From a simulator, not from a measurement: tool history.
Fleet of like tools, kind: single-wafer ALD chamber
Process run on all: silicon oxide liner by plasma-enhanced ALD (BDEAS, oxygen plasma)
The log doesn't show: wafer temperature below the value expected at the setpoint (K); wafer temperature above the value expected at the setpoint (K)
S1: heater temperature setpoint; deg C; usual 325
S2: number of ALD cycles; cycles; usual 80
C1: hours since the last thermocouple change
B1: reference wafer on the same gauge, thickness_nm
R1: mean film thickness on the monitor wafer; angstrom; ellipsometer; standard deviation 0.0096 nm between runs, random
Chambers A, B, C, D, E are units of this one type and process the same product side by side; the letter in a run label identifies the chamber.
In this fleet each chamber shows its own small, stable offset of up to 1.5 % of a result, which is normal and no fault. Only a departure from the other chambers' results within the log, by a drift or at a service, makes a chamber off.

{"run": "1A", "hour": 4.8, "S1": 325, "S2": 80, "C1": 1946.3, "B1": 6.0903, "R1": 71.906}
{"run": "2C", "hour": 9.5, "S1": 325, "S2": 80, "C1": 2387.9, "B1": 6.0895, "R1": 71.212}
{"run": "3D", "hour": 15.0, "S1": 325, "S2": 80, "C1": 69.5, "B1": 6.0902, "R1": 71.845}
{"run": "4B", "hour": 19.3, "S1": 325, "S2": 80, "C1": 798.6, "B1": 6.092, "R1": 71.233}
{"run": "5E", "hour": 24.3, "S1": 325, "S2": 80, "C1": 749.1, "B1": 6.0935, "R1": 72.824}
{"run": "6B", "hour": 28.6, "S1": 325, "S2": 80, "C1": 807.9, "B1": 6.0932, "R1": 71.271}
{"run": "7A", "hour": 33.3, "S1": 325, "S2": 80, "C1": 1974.8, "B1": 6.0927, "R1": 72.174}
{"run": "8C", "hour": 41.8, "S1": 333, "S2": 66, "C1": 2420.2, "B1": 6.0958, "R1": 58.241}
{"run": "9E", "hour": 50.6, "S1": 333, "S2": 66, "C1": 775.4, "B1": 6.0956, "R1": 59.353}
{"run": "10D", "hour": 59.0, "S1": 333, "S2": 66, "C1": 113.5, "B1": 6.0959, "R1": 58.723}
{"run": "11E", "hour": 67.1, "S1": 333, "S2": 66, "C1": 791.9, "B1": 6.0972, "R1": 59.44}
{"run": "12D", "hour": 71.2, "S1": 333, "S2": 66, "C1": 125.7, "B1": 6.0983, "R1": 58.686}
{"run": "13A", "hour": 76.0, "S1": 325, "S2": 80, "C1": 2017.5, "B1": 6.0981, "R1": 72.203}
{"run": "14C", "hour": 84.1, "S1": 319, "S2": 80, "C1": 2462.5, "B1": 6.0975, "R1": 71.987}
{"run": "15B", "hour": 92.1, "S1": 319, "S2": 80, "C1": 871.4, "B1": 6.1023, "R1": 71.952}
{"run": "16C", "hour": 97.7, "S1": 319, "S2": 80, "C1": 2476.1, "B1": 6.1006, "R1": 72.084}
{"hour": 104.1, "done": "chamber B: thermocouple changed; heater temperature recalibrated"}
{"run": "17B", "hour": 106.6, "S1": 319, "S2": 80, "C1": 2.6, "B1": 6.1022, "R1": 72.117}
{"run": "18D", "hour": 111.3, "S1": 319, "S2": 80, "C1": 165.8, "B1": 6.102, "R1": 72.736}
{"run": "19A", "hour": 117.1, "S1": 325, "S2": 80, "C1": 2058.6, "B1": 6.1008, "R1": 72.128}
{"run": "20E", "hour": 124.3, "S1": 325, "S2": 80, "C1": 849.1, "B1": 6.1038, "R1": 72.917}
{"run": "21A", "hour": 133.1, "S1": 325, "S2": 80, "C1": 2074.6, "B1": 6.1031, "R1": 72.322}
{"run": "22E", "hour": 141.0, "S1": 320, "S2": 80, "C1": 865.8, "B1": 6.1063, "R1": 73.38}
{"run": "23D", "hour": 149.4, "S1": 320, "S2": 80, "C1": 203.9, "B1": 6.1085, "R1": 72.759}
{"run": "24C", "hour": 153.7, "S1": 320, "S2": 80, "C1": 2532.1, "B1": 6.1075, "R1": 71.988}
{"run": "25B", "hour": 163.0, "S1": 320, "S2": 80, "C1": 59, "B1": 6.1079, "R1": 72.055}
{"run": "26E", "hour": 170.9, "S1": 320, "S2": 80, "C1": 895.7, "B1": 6.1094, "R1": 73.54}
{"run": "27C", "hour": 179.9, "S1": 318, "S2": 74, "C1": 2558.3, "B1": 6.1107, "R1": 66.859}
{"run": "28B", "hour": 184.0, "S1": 318, "S2": 74, "C1": 80, "B1": 6.1129, "R1": 66.817}
{"run": "29D", "hour": 190.4, "S1": 318, "S2": 74, "C1": 244.9, "B1": 6.1129, "R1": 67.525}
{"run": "30A", "hour": 198.5, "S1": 318, "S2": 74, "C1": 2140, "B1": 6.1124, "R1": 67.66}
{"run": "31A", "hour": 206.0, "S1": 318, "S2": 74, "C1": 2147.5, "B1": 6.1137, "R1": 67.566}
{"run": "32E", "hour": 212.5, "S1": 325, "S2": 80, "C1": 937.3, "B1": 6.1127, "R1": 73.13}
{"run": "33C", "hour": 218.9, "S1": 325, "S2": 80, "C1": 2597.3, "B1": 6.1145, "R1": 71.484}
{"run": "34B", "hour": 226.0, "S1": 325, "S2": 80, "C1": 122, "B1": 6.117, "R1": 71.566}
{"run": "35D", "hour": 234.0, "S1": 325, "S2": 85, "C1": 288.5, "B1": 6.1167, "R1": 76.708}
{"run": "36C", "hour": 240.8, "S1": 325, "S2": 85, "C1": 2619.2, "B1": 6.1161, "R1": 76.05}
{"run": "37E", "hour": 245.2, "S1": 325, "S2": 85, "C1": 970, "B1": 6.1184, "R1": 77.783}
{"run": "38D", "hour": 252.3, "S1": 325, "S2": 85, "C1": 306.8, "B1": 6.1187, "R1": 76.826}
{"run": "39B", "hour": 260.4, "S1": 325, "S2": 85, "C1": 156.4, "B1": 6.1193, "R1": 76.189}
{"run": "40A", "hour": 267.2, "S1": 325, "S2": 80, "C1": 2208.7, "B1": 6.1219, "R1": 72.27}
{"run": "41D", "hour": 276.4, "S1": 325, "S2": 80, "C1": 330.9, "B1": 6.1221, "R1": 72.36}
{"run": "42A", "hour": 282.2, "S1": 325, "S2": 80, "C1": 2223.7, "B1": 6.1211, "R1": 72.382}

Predict what each chamber gives when all 5 of them run the settings below next.
{"run": "43A", "hour": 288.9, "S1": 325, "S2": 80, "R1": "?"}
{"run": "43B", "hour": 288.9, "S1": 325, "S2": 80, "R1": "?"}
{"run": "43C", "hour": 288.9, "S1": 325, "S2": 80, "R1": "?"}
{"run": "43D", "hour": 288.9, "S1": 325, "S2": 80, "R1": "?"}
{"run": "43E", "hour": 288.9, "S1": 325, "S2": 80, "R1": "?"}

run=43A R1=72.199
run=43B R1=71.768
run=43C R1=71.668
run=43D R1=72.227
run=43E R1=73.216

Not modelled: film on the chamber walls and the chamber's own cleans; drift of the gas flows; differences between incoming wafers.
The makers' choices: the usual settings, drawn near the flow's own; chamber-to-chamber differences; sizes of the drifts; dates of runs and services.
